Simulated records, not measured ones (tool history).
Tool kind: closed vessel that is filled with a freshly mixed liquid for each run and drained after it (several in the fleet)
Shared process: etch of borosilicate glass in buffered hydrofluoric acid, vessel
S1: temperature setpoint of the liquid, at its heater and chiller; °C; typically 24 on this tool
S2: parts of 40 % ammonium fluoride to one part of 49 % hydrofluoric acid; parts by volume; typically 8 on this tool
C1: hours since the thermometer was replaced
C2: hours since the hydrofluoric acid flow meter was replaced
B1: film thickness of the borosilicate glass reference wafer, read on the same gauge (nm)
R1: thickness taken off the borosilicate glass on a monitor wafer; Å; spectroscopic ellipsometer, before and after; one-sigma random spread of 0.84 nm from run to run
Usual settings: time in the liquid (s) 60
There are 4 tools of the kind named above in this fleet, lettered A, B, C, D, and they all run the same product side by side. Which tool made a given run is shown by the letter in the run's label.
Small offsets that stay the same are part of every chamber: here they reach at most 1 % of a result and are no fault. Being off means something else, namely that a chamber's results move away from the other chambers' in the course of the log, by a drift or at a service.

run 1C hour=3.6 | S1=24 S2=8 time_in_the_liquid_(s)=60 | C1=676.4 C2=217.2 | B1=90.002 | R1=897.31
run 2D hour=8.6 | S1=24 S2=8 time_in_the_liquid_(s)=60 | C1=536.8 C2=1737.7 | B1=89.981 | R1=929.15
run 3A hour=16.6 | S1=24 S2=8 time_in_the_liquid_(s)=60 | C1=1992.8 C2=290.9 | B1=89.991 | R1=906.19
run 4B hour=24 | S1=24 S2=8 time_in_the_liquid_(s)=60 | C1=343 C2=539.9 | B1=90.036 | R1=913.57
run 5B hour=31.4 | S1=24 S2=8 time_in_the_liquid_(s)=60 | C1=350.4 C2=547.3 | B1=89.974 | R1=904.54
run 6C hour=38.1 | S1=24 S2=8 time_in_the_liquid_(s)=60 | C1=710.9 C2=251.7 | B1=90.019 | R1=901.91
run 7A hour=45.6 | S1=24 S2=8 time_in_the_liquid_(s)=60 | C1=2021.8 C2=319.9 | B1=89.983 | R1=929.09
run 8D hour=54 | S1=24 S2=8 time_in_the_liquid_(s)=60 | C1=582.2 C2=1783.1 | B1=90.005 | R1=931.38
-- hour=57.8 chamber D: thermometer replaced
run 9B hour=59.7 | S1=24 S2=8 time_in_the_liquid_(s)=60 | C1=378.7 C2=575.6 | B1=89.981 | R1=889.75
run 10D hour=64.9 | S1=24 S2=8 time_in_the_liquid_(s)=60 | C1=7.2 C2=1794 | B1=89.996 | R1=896.2
run 11C hour=72 | S1=24 S2=8 time_in_the_liquid_(s)=60 | C1=744.8 C2=285.6 | B1=89.985 | R1=914.78
run 12A hour=76.7 | S1=24 S2=8 time_in_the_liquid_(s)=60 | C1=2052.9 C2=351 | B1=89.979 | R1=910.87
run 13C hour=82.9 | S1=24 S2=8 time_in_the_liquid_(s)=60 | C1=755.7 C2=296.5 | B1=89.983 | R1=912.29
-- hour=84.6 chamber C: thermometer replaced
run 14A hour=86.9 | S1=19.5 S2=6.5 time_in_the_liquid_(s)=60 | C1=2063.1 C2=361.2 | B1=90.015 | R1=892.96
run 15B hour=92.2 | S1=19.5 S2=6.5 time_in_the_liquid_(s)=60 | C1=411.2 C2=608.1 | B1=89.995 | R1=868.49
run 16D hour=100.7 | S1=19.5 S2=6.5 time_in_the_liquid_(s)=60 | C1=43 C2=1829.8 | B1=90.005 | R1=887.28
run 17B hour=106.9 | S1=19.5 S2=6.5 time_in_the_liquid_(s)=60 | C1=425.9 C2=622.8 | B1=89.991 | R1=877
run 18A hour=112.8 | S1=24 S2=8 time_in_the_liquid_(s)=60 | C1=2089 C2=387.1 | B1=90.008 | R1=945.32
run 19D hour=120.1 | S1=24 S2=8 time_in_the_liquid_(s)=60 | C1=62.4 C2=1849.2 | B1=90.003 | R1=902.5
run 20C hour=124.4 | S1=24 S2=8 time_in_the_liquid_(s)=60 | C1=39.9 C2=338 | B1=89.983 | R1=913.25
run 21B hour=128.7 | S1=24 S2=8 time_in_the_liquid_(s)=60 | C1=447.7 C2=644.6 | B1=90.02 | R1=913.05
run 22C hour=136 | S1=24 S2=8 time_in_the_liquid_(s)=60 | C1=51.5 C2=349.6 | B1=89.976 | R1=896.3
run 23A hour=143.4 | S1=24 S2=8 time_in_the_liquid_(s)=60 | C1=2119.6 C2=417.7 | B1=89.975 | R1=947.12
run 24D hour=148.6 | S1=24 S2=8 time_in_the_liquid_(s)=60 | C1=90.9 C2=1877.7 | B1=89.988 | R1=912.41
run 25B hour=156.5 | S1=24 S2=8 time_in_the_liquid_(s)=60 | C1=475.5 C2=672.4 | B1=90.012 | R1=918.64
run 26C hour=161.3 | S1=24 S2=6 time_in_the_liquid_(s)=60 | C1=76.8 C2=374.9 | B1=90 | R1=1212.7
run 27D hour=167.4 | S1=24 S2=6 time_in_the_liquid_(s)=60 | C1=109.7 C2=1896.5 | B1=89.999 | R1=1205.9
-- hour=172.5 chamber D: hydrofluoric acid flow meter replaced
run 28A hour=172.6 | S1=24 S2=6 time_in_the_liquid_(s)=60 | C1=2148.8 C2=446.9 | B1=89.976 | R1=1286.5
run 29B hour=180.4 | S1=24 S2=6 time_in_the_liquid_(s)=60 | C1=499.4 C2=696.3 | B1=89.999 | R1=1195.4
run 30D hour=186.4 | S1=24 S2=8 time_in_the_liquid_(s)=60 | C1=128.7 C2=13.9 | B1=90.005 | R1=903.61
run 31A hour=191.2 | S1=24 S2=8 time_in_the_liquid_(s)=60 | C1=2167.4 C2=465.5 | B1=89.998 | R1=985.01
run 32C hour=196 | S1=24 S2=8 time_in_the_liquid_(s)=90 | C1=111.5 C2=409.6 | B1=89.992 | R1=1362
run 33A hour=199.9 | S1=24 S2=8 time_in_the_liquid_(s)=90 | C1=2176.1 C2=474.2 | B1=90 | R1=1501.5
run 34C hour=208.4 | S1=24 S2=8 time_in_the_liquid_(s)=90 | C1=123.9 C2=422 | B1=89.994 | R1=1346.2
run 35B hour=214.6 | S1=24 S2=8 time_in_the_liquid_(s)=90 | C1=533.6 C2=730.5 | B1=89.999 | R1=1371.4
run 36D hour=218.5 | S1=24 S2=8 time_in_the_liquid_(s)=60 | C1=160.8 C2=46 | B1=90.022 | R1=917.68
-- hour=223.4 chamber B: thermometer replaced
run 37B hour=224.7 | S1=24 S2=8 time_in_the_liquid_(s)=50 | C1=1.4 C2=740.6 | B1=90.024 | R1=751.72
run 38C hour=231.5 | S1=24 S2=8 time_in_the_liquid_(s)=50 | C1=147 C2=445.1 | B1=90.005 | R1=761.26

Predict what each chamber gives when all 4 of them run the settings below next.
run 39A hour=237.6 | S1=24 S2=8 time_in_the_liquid_(s)=60 | R1=?
run 39B hour=237.6 | S1=24 S2=8 time_in_the_liquid_(s)=60 | R1=?
run 39C hour=237.6 | S1=24 S2=8 time_in_the_liquid_(s)=60 | R1=?
run 39D hour=237.6 | S1=24 S2=8 time_in_the_liquid_(s)=60 | R1=?

run=39A R1=1036.3
run=39B R1=900.68
run=39C R1=917.09
run=39D R1=911.6
